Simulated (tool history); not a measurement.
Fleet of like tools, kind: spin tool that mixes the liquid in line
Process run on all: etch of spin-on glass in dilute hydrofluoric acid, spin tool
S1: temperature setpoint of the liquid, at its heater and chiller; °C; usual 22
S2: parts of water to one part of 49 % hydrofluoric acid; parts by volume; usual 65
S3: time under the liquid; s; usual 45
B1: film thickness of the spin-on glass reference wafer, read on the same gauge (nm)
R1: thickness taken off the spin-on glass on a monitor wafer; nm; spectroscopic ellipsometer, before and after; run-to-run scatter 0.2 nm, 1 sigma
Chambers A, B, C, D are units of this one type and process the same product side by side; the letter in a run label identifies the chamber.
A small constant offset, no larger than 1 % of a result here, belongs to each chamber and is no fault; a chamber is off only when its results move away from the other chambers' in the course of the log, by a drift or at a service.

{"hour": 10.0, "done": "chamber D: hydrofluoric acid flow meter replaced"}
{"run": "1B", "hour": 10.8, "S1": 22, "S2": 65, "S3": 45, "B1": 150.01, "R1": 24.991}
{"run": "2A", "hour": 20.5, "S1": 22, "S2": 65, "S3": 45, "B1": 150.02, "R1": 24.936}
{"run": "3D", "hour": 30.6, "S1": 22, "S2": 65, "S3": 45, "B1": 149.99, "R1": 25.189}
{"run": "4C", "hour": 40.8, "S1": 22, "S2": 65, "S3": 45, "B1": 150.01, "R1": 25.263}
{"run": "5D", "hour": 49.3, "S1": 22, "S2": 65, "S3": 45, "B1": 149.97, "R1": 25.14}
{"run": "6B", "hour": 57.1, "S1": 22, "S2": 50, "S3": 60, "B1": 150, "R1": 43.855}
{"run": "7A", "hour": 65.5, "S1": 22, "S2": 50, "S3": 60, "B1": 150.01, "R1": 43.832}
{"hour": 72.8, "done": "chamber A: thermometer replaced"}
{"run": "8C", "hour": 75.1, "S1": 22, "S2": 50, "S3": 60, "B1": 150.03, "R1": 44.203}
{"run": "9D", "hour": 81.0, "S1": 22, "S2": 50, "S3": 60, "B1": 150, "R1": 45.312}
{"run": "10B", "hour": 86.4, "S1": 22, "S2": 65, "S3": 45, "B1": 150.03, "R1": 24.783}
{"run": "11C", "hour": 93.7, "S1": 22, "S2": 65, "S3": 45, "B1": 150, "R1": 24.96}
{"run": "12A", "hour": 101.2, "S1": 22, "S2": 65, "S3": 45, "B1": 150.02, "R1": 24.83}
{"run": "13D", "hour": 110.8, "S1": 22, "S2": 65, "S3": 45, "B1": 149.97, "R1": 25.919}
{"run": "14C", "hour": 118.2, "S1": 22, "S2": 65, "S3": 45, "B1": 150, "R1": 25.062}
{"run": "15B", "hour": 125.2, "S1": 22, "S2": 65, "S3": 45, "B1": 150, "R1": 24.74}
{"run": "16A", "hour": 135.3, "S1": 22, "S2": 65, "S3": 45, "B1": 150.01, "R1": 24.808}
{"run": "17C", "hour": 144.7, "S1": 22, "S2": 65, "S3": 45, "B1": 149.97, "R1": 25.171}
{"run": "18B", "hour": 152.8, "S1": 22, "S2": 65, "S3": 45, "B1": 150.01, "R1": 24.852}
{"run": "19A", "hour": 161.0, "S1": 22, "S2": 65, "S3": 45, "B1": 150.01, "R1": 24.828}
{"run": "20D", "hour": 166.2, "S1": 22, "S2": 65, "S3": 45, "B1": 150.02, "R1": 26.502}
{"run": "21D", "hour": 173.4, "S1": 22, "S2": 65, "S3": 45, "B1": 150, "R1": 26.571}
{"run": "22A", "hour": 182.8, "S1": 22, "S2": 65, "S3": 45, "B1": 150.02, "R1": 25.1}
{"run": "23C", "hour": 193.4, "S1": 22, "S2": 65, "S3": 45, "B1": 150, "R1": 25.111}
{"run": "24B", "hour": 200.1, "S1": 22, "S2": 65, "S3": 45, "B1": 150, "R1": 24.628}
{"run": "25D", "hour": 207.6, "S1": 22, "S2": 65, "S3": 45, "B1": 149.98, "R1": 26.797}
{"run": "26C", "hour": 217.5, "S1": 22, "S2": 65, "S3": 45, "B1": 150, "R1": 25.299}

Which is it: a chamber that has drifted or been left off by a service, a gauge drift common to all chambers, or only each chamber's usual small offset? If a chamber is off, name it and its likeliest cause.

Little by little, chamber D moves away from the other chambers.
Most likely cause: liquid hotter than its thermometer reads (K) = 2.32.
The log may not separate it from: hydrofluoric acid flow above the setpoint (%).

Here are 4 candidates for chamber D's next run, each the usual settings with a change, their results left as question marks. Which one brings its results back in line with what the others give on the usual settings?
To be in line, a result may differ from the other chambers' mean on the usual settings by at most: R1 0.69 nm
{"run": "27D-1", "hour": 225.5, "S1": 22.5, "S2": 65, "S3": 45, "R1": "?"}
{"run": "27D-2", "hour": 225.5, "S1": 21.5, "S2": 70, "S3": 45, "R1": "?"}
{"run": "27D-3", "hour": 225.5, "S1": 22, "S2": 60, "S3": 45, "R1": "?"}
{"run": "27D-4", "hour": 225.5, "S1": 21.5, "S2": 65, "S3": 45, "R1": "?"}

Mean of the other chambers on the usual settings: R1 24.907 nm
run=27D-1 R1=27.901
run=27D-2 R1=24.739
run=27D-3 R1=29.772
run=27D-4 R1=26.781
27D-2 brings the chamber back in line.
